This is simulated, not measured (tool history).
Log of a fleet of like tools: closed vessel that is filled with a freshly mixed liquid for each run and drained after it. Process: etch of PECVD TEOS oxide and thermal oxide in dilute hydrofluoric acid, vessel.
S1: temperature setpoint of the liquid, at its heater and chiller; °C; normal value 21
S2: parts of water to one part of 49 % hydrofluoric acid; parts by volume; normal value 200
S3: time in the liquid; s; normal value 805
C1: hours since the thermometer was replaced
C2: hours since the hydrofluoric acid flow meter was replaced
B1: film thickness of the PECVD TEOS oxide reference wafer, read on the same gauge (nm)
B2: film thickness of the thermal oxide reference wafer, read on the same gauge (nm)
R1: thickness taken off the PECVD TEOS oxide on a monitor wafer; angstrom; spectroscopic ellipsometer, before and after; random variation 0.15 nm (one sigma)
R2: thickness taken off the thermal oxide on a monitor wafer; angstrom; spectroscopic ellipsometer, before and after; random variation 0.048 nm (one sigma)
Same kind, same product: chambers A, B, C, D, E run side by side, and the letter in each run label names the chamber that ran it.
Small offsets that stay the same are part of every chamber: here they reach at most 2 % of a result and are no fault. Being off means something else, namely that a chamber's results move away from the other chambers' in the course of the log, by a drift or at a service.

run   hour    S1   S2    S3      C1      C2      B1      B2      R1      R2
 1B    6.7    21  200   805  1351.7   213.9  129.96  30.021  281.16   154.1
 2C   15.4    21  200   805   964.5   959.8  129.99      30  283.93  153.85
      22.9  -- chamber C: hydrofluoric acid flow meter replaced
 3E   25.6    21  200   805   901.3   578.6  129.99  29.967  277.42  155.16
 4A   34.5    21  200   805   737.1  1578.3  130.01      30  280.99  154.77
 5D     46    21  200   805   395.3   351.7  129.96  30.051  282.78   154.1
 6C   56.9    21  200   805    1006    34.1     130  29.987  283.55  154.26
 7B   66.9    21  200   805  1411.9   274.1  130.01  29.968   281.1  153.43
 8A   76.4  23.5  200   400     779  1620.2  129.99  30.038  154.19  84.273
 9D     84  23.5  200   400   433.3   389.7  130.02  29.994   155.6  83.672
10E   89.9  23.5  200   400   965.6   642.9     130  29.949  151.84  85.047
11D  100.3  23.5  200   400   449.6     406     130   30.04  156.06  83.868
12B  110.7  23.5  200   400  1455.7   317.9     130  30.002  153.13  83.676
     116.4  -- chamber E: thermometer replaced
13C  122.5    21  200   805  1071.6    99.7     130  29.957  283.57  154.02
     128.1  -- chamber B: thermometer replaced
14E  132.2    21  200   805    15.8   685.2  129.99  29.985     277  155.42
15A  138.9    21  200   805   841.5  1682.7  130.01  29.961  281.73  155.18
16D  151.1    21  200   805   500.4   456.8     130  29.956  283.02  153.73
17E  159.4    21  200   805      43   712.4  130.01  29.992  280.24  154.97
18B  165.4    21  170  1250    37.4   372.6  130.02  30.019  523.67   286.1
     166.6  -- chamber A: hydrofluoric acid flow meter replaced
19C  171.9    21  170  1250    1121   149.1  130.01   30.01  540.03  292.15
20A  179.1    21  170  1250   881.7    12.5     130  29.992  532.98  290.85
21B  189.2    21  170  1250    61.2   396.4  130.01  29.991  528.75  286.15
22D  195.3    21  170  1250   544.6     501  130.04  29.959  535.59  290.27
23A  203.6    21  200   805   906.2      37  129.99  30.073  283.22  154.59
24E  213.7    21  200   805    97.3   766.7  129.99  30.005  279.86  155.88
25C  225.4    19  200   805  1174.5   202.6  129.98  29.977  261.95  142.28
26B  235.4    19  200   805   107.4   442.6     130  29.957  257.25  141.62
27C  246.7    19  200   805  1195.8   223.9  129.97  29.957  262.39  142.83
28A  255.2    19  200   805   957.8    88.6  129.99  29.991  259.04   143.1
29D  264.8    19  200   805   614.1   570.5  129.97  30.062  264.81  142.23
30E  271.8    21  200   805   155.4   824.8     130  30.031  277.08  154.68
31B  280.8  19.5  200   805   152.8     488     130  30.005  264.45  144.75
32D  288.9  19.5  200   805   638.2   594.6     130  29.987  266.92   144.8
33E  298.5  19.5  200   805   182.1   851.5  129.99  30.017   260.6  146.46
34C  309.5  19.5  200   805  1258.6   286.7     130  30.008  268.79  145.96
35A  319.5  19.5  200   805  1022.1   152.9  130.01  29.976  265.11  146.04
36A  330.9    21  200   805  1033.5   164.3     130  30.012  280.74  155.36
37B  337.1    21  200   805   209.1   544.3     130  29.992  283.97  152.74
38C  348.1    21  200   805  1297.2   325.3     130  30.012  282.63  154.41
39D  360.2    21  200   805   709.5   665.9  130.01  29.994  284.77  153.47
40E  369.3    21  200   805   252.9   922.3  129.99   29.97  280.48  155.28

Does one chamber stand apart from the rest, does the shared gauge drift, or is all well apart from small per-chamber offsets? Give the chamber and the most likely cause, where there is one.

Neither any chamber nor the gauge drifts; the chambers differ only by their own small, steady offsets.

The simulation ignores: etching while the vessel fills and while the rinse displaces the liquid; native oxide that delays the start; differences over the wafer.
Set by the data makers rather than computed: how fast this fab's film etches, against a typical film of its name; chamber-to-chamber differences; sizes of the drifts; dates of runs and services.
